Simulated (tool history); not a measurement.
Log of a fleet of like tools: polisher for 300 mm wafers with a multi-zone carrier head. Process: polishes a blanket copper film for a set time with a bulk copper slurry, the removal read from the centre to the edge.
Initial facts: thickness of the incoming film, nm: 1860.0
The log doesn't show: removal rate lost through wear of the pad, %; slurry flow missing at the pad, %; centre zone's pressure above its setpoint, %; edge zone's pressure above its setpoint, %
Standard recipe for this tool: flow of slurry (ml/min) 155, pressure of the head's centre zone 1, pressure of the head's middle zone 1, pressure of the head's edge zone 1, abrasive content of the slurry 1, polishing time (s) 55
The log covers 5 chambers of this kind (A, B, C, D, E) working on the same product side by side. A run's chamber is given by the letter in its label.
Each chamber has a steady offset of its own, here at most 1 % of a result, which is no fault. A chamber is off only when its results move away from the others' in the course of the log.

| run | day | flow of slurry (ml/min) | pressure of the head's centre zone | pressure of the head's middle zone | pressure of the head's edge zone | abrasive content of the slurry | polishing time (s) | wafers polished on this pad | hours since the slurry nozzle was cleaned | hours since the centre zone pressure was calibrated | hours since the edge zone pressure was calibrated | film removed at the wafer's centre (angstrom) | film removed at mid-radius (angstrom) | film removed at the wafer's edge (angstrom) |
|---|---|---|---|---|---|---|---|---|---|---|---|---|---|---|
|  | 0.05 | chamber A: worn pad replaced by a new one |
|  | 0.104 | chamber C: worn pad replaced by a new one |
|  | 0.154 | chamber D: centre zone pressure recalibrated |
| 1E | 0.292 | 155 | 1 | 1 | 1 | 1 | 55 | 332 | 41.9 | 219.1 | 84.2 | 4359.4 | 4430.8 | 4373.3 |
|  | 0.533 | chamber B: centre zone pressure recalibrated |
| 2C | 0.608 | 155 | 1 | 1 | 1 | 1 | 55 | 146 | 129.6 | 316.2 | 74.4 | 4414.4 | 4346.5 | 4379.7 |
| 3A | 0.929 | 155 | 1 | 1 | 1 | 1 | 55 | 255 | 596.4 | 588.4 | 592.9 | 4393.7 | 4442.5 | 4423.6 |
| 4B | 1.408 | 155 | 1 | 1 | 1 | 1 | 55 | 648 | 102.4 | 21.1 | 277.9 | 4363.3 | 4401.6 | 4383.6 |
|  | 1.8 | chamber B: worn pad replaced by a new one |
| 5D | 1.921 | 155 | 1 | 1 | 1 | 1 | 55 | 681 | 83.9 | 42.5 | 267 | 4373.2 | 4471 | 4384.8 |
|  | 2.083 | chamber A: slurry nozzle cleaned |
| 6C | 2.408 | 155 | 1 | 1 | 1 | 1 | 55 | 668 | 172.8 | 359.4 | 117.6 | 4438.6 | 4403.2 | 4391.8 |
| 7A | 2.675 | 155 | 1 | 1 | 1 | 1 | 55 | 761 | 14.3 | 630.3 | 634.8 | 4419.9 | 4372.4 | 4371.9 |
|  | 2.771 | chamber E: worn pad replaced by a new one |
| 8D | 3.129 | 155 | 1 | 1 | 1 | 1 | 55 | 1031 | 112.9 | 71.5 | 296 | 4473 | 4416.5 | 4413.7 |
| 9B | 3.408 | 155 | 1 | 1 | 1 | 1 | 55 | 466 | 150.4 | 69.1 | 325.9 | 4367.5 | 4361.7 | 4363.2 |
|  | 3.683 | chamber A: worn pad replaced by a new one |
| 10E | 3.804 | 155 | 1 | 1 | 1 | 1 | 55 | 299 | 126.2 | 303.4 | 168.5 | 4447.4 | 4333.8 | 4325.3 |
|  | 3.85 | chamber D: worn pad replaced by a new one |
| 11E | 4.283 | 155 | 1 | 1 | 1 | 1 | 55 | 438 | 137.7 | 314.9 | 180 | 4337.5 | 4387.2 | 4365.1 |
|  | 4.392 | chamber C: centre zone pressure recalibrated |
|  | 4.542 | chamber B: worn pad replaced by a new one |
| 12A | 4.554 | 155 | 1 | 1 | 1 | 1 | 55 | 253 | 59.4 | 675.4 | 679.9 | 4363.5 | 4281.6 | 4436.6 |
| 13D | 4.954 | 155 | 1 | 1 | 1 | 1 | 55 | 319 | 156.7 | 115.3 | 339.8 | 4342.7 | 4439.6 | 4392.7 |
|  | 5.071 | chamber C: worn pad replaced by a new one |
| 14C | 5.221 | 155 | 1 | 1 | 1 | 1 | 55 | 43 | 240.3 | 19.9 | 185.1 | 4401 | 4419.2 | 4422 |
| 15B | 5.538 | 155 | 1 | 1 | 1 | 1 | 55 | 289 | 201.5 | 120.2 | 377 | 4291.6 | 4306.1 | 4294.5 |
| 16D | 6.004 | 155 | 1 | 1 | 1 | 1 | 55 | 623 | 181.9 | 140.5 | 365 | 4336.2 | 4370.1 | 4419.3 |
|  | 6.283 | chamber E: worn pad replaced by a new one |
| 17C | 6.517 | 155 | 1 | 1 | 1 | 1 | 55 | 419 | 271.4 | 51 | 216.2 | 4429.2 | 4478.2 | 4359.2 |
|  | 6.954 | chamber E: slurry nozzle cleaned |
| 18E | 6.992 | 155 | 1 | 1 | 1 | 1 | 49 | 205 | 1 | 379.9 | 245 | 3930.4 | 3893.2 | 3894.5 |
|  | 7.117 | chamber A: worn pad replaced by a new one |
| 19B | 7.321 | 155 | 1 | 1 | 1 | 1 | 49 | 805 | 244.3 | 163 | 419.8 | 3718.3 | 3864.7 | 3851.2 |
|  | 7.392 | chamber B: worn pad replaced by a new one |
| 20A | 7.762 | 155 | 1 | 1 | 1 | 1 | 49 | 187 | 136.4 | 752.4 | 756.9 | 3905.7 | 3869.7 | 3931.8 |
|  | 7.979 | chamber D: worn pad replaced by a new one |
| 21B | 8.058 | 155 | 1 | 1 | 1 | 1 | 49 | 193 | 262 | 180.7 | 437.5 | 3707.7 | 3799.2 | 3798.2 |
| 22D | 8.504 | 155 | 1 | 1 | 1 | 1 | 49 | 152 | 241.9 | 200.5 | 425 | 3904.9 | 3878.9 | 3968.9 |
| 23C | 8.908 | 155 | 0.95 | 1 | 1 | 1 | 65 | 1111 | 328.8 | 108.4 | 273.6 | 4848.8 | 5051.5 | 5112.9 |
|  | 9.258 | chamber C: worn pad replaced by a new one |
| 24E | 9.408 | 155 | 0.95 | 1 | 1 | 1 | 65 | 905 | 59 | 437.9 | 303 | 4884.8 | 5252.8 | 5172.1 |
| 25A | 9.746 | 155 | 0.95 | 1 | 1 | 1 | 65 | 761 | 184 | 800 | 804.5 | 5012.6 | 5108.2 | 5218.3 |
|  | 10.075 | chamber E: worn pad replaced by a new one |
| 26D | 10.121 | 155 | 0.95 | 1 | 1 | 1 | 65 | 620 | 280.7 | 239.3 | 463.8 | 4847.9 | 5150.1 | 5205.8 |
|  | 10.338 | chamber B: worn pad replaced by a new one |
| 27C | 10.542 | 155 | 0.95 | 1 | 1 | 1 | 65 | 372 | 368 | 147.6 | 312.8 | 4854.1 | 5233 | 5136.4 |
| 28B | 10.95 | 125 | 1 | 1 | 1 | 1.1 | 55 | 178 | 331.4 | 250.1 | 506.9 | 3812.4 | 3974.4 | 4078.4 |
| 29E | 11.375 | 125 | 1 | 1 | 1 | 1.1 | 55 | 377 | 106.2 | 485.1 | 350.2 | 4310.9 | 4280.1 | 4292.3 |
|  | 11.396 | chamber A: worn pad replaced by a new one |
|  | 11.442 | chamber D: worn pad replaced by a new one |
| 30A | 11.754 | 125 | 1 | 1 | 1 | 1.1 | 55 | 104 | 232.2 | 848.2 | 852.7 | 4290.4 | 4316.9 | 4321.1 |
| 31C | 12.208 | 125 | 1 | 1 | 1 | 1.1 | 55 | 855 | 408 | 187.6 | 352.8 | 4229.9 | 4244.9 | 4334.8 |
| 32A | 12.479 | 125 | 1 | 1 | 1 | 1.1 | 55 | 314 | 249.6 | 865.6 | 870.1 | 4252.6 | 4212.4 | 4434.3 |
| 33B | 13.004 | 155 | 1 | 1 | 1 | 1 | 55 | 773 | 380.7 | 299.4 | 556.2 | 3982.3 | 4042.4 | 4137.9 |
|  | 13.275 | chamber E: edge zone pressure recalibrated |
| 34D | 13.279 | 155 | 1 | 1 | 1 | 1 | 55 | 532 | 356.5 | 315.1 | 539.6 | 4430.9 | 4411.1 | 4427.8 |
| 35E | 13.662 | 155 | 1 | 1 | 1 | 1 | 55 | 1039 | 161.1 | 540 | 9.4 | 4298.9 | 4332.3 | 4346.4 |
| 36D | 14.096 | 155 | 1 | 1 | 1 | 1 | 55 | 769 | 376.1 | 334.7 | 559.2 | 4390.5 | 4503.6 | 4375.7 |
| 37A | 14.446 | 155 | 1 | 1 | 1 | 1 | 55 | 884 | 296.8 | 912.8 | 917.3 | 4436.7 | 4355.8 | 4420.3 |

Read the log: is a single chamber off, either drifting away or since a service, is the gauge that measures every chamber drifting, or is nothing wrong beyond small per-chamber offsets? Name any odd chamber and what most likely caused it.

One chamber, B, drifts off from the rest bit by bit.
Most likely cause: slurry flow missing at the pad, % = 38.4.

Which of the 4 candidates below, each the usual settings with something changed and its results left as question marks, puts chamber B back in line with what the other chambers give on the usual settings?
In line here means within this much of the mean the other chambers give on the usual settings: film removed at the wafer's centre (angstrom) 180; film removed at mid-radius (angstrom) 230; film removed at the wafer's edge (angstrom) 100
| 38B-1 | 14.833 | 150 | 0.99 | 1 | 1 | 1 | 54 |  |  |  |  | ? | ? | ? |
| 38B-2 | 14.833 | 160 | 1.01 | 1 | 1 | 1 | 56 |  |  |  |  | ? | ? | ? |
| 38B-3 | 14.833 | 145 | 0.97 | 0.99 | 1.01 | 1 | 51 |  |  |  |  | ? | ? | ? |
| 38B-4 | 14.833 | 165 | 1.03 | 1.01 | 0.99 | 1 | 59 |  |  |  |  | ? | ? | ? |

Mean of the other chambers on the usual settings: film removed at the wafer's centre (angstrom) 4369.2; film removed at mid-radius (angstrom) 4349.9; film removed at the wafer's edge (angstrom) 4378.7
| run | film removed at the wafer's centre (angstrom) | film removed at mid-radius (angstrom) | film removed at the wafer's edge (angstrom) |
|---|---|---|---|
| 38B-1 | 3708.4 | 3864.1 | 3953.5 |
| 38B-2 | 4016.1 | 4081.5 | 4151.2 |
| 38B-3 | 3384.3 | 3579.9 | 3728.8 |
| 38B-4 | 4365.7 | 4375.8 | 4374.8 |
38B-4 brings the chamber back in line.
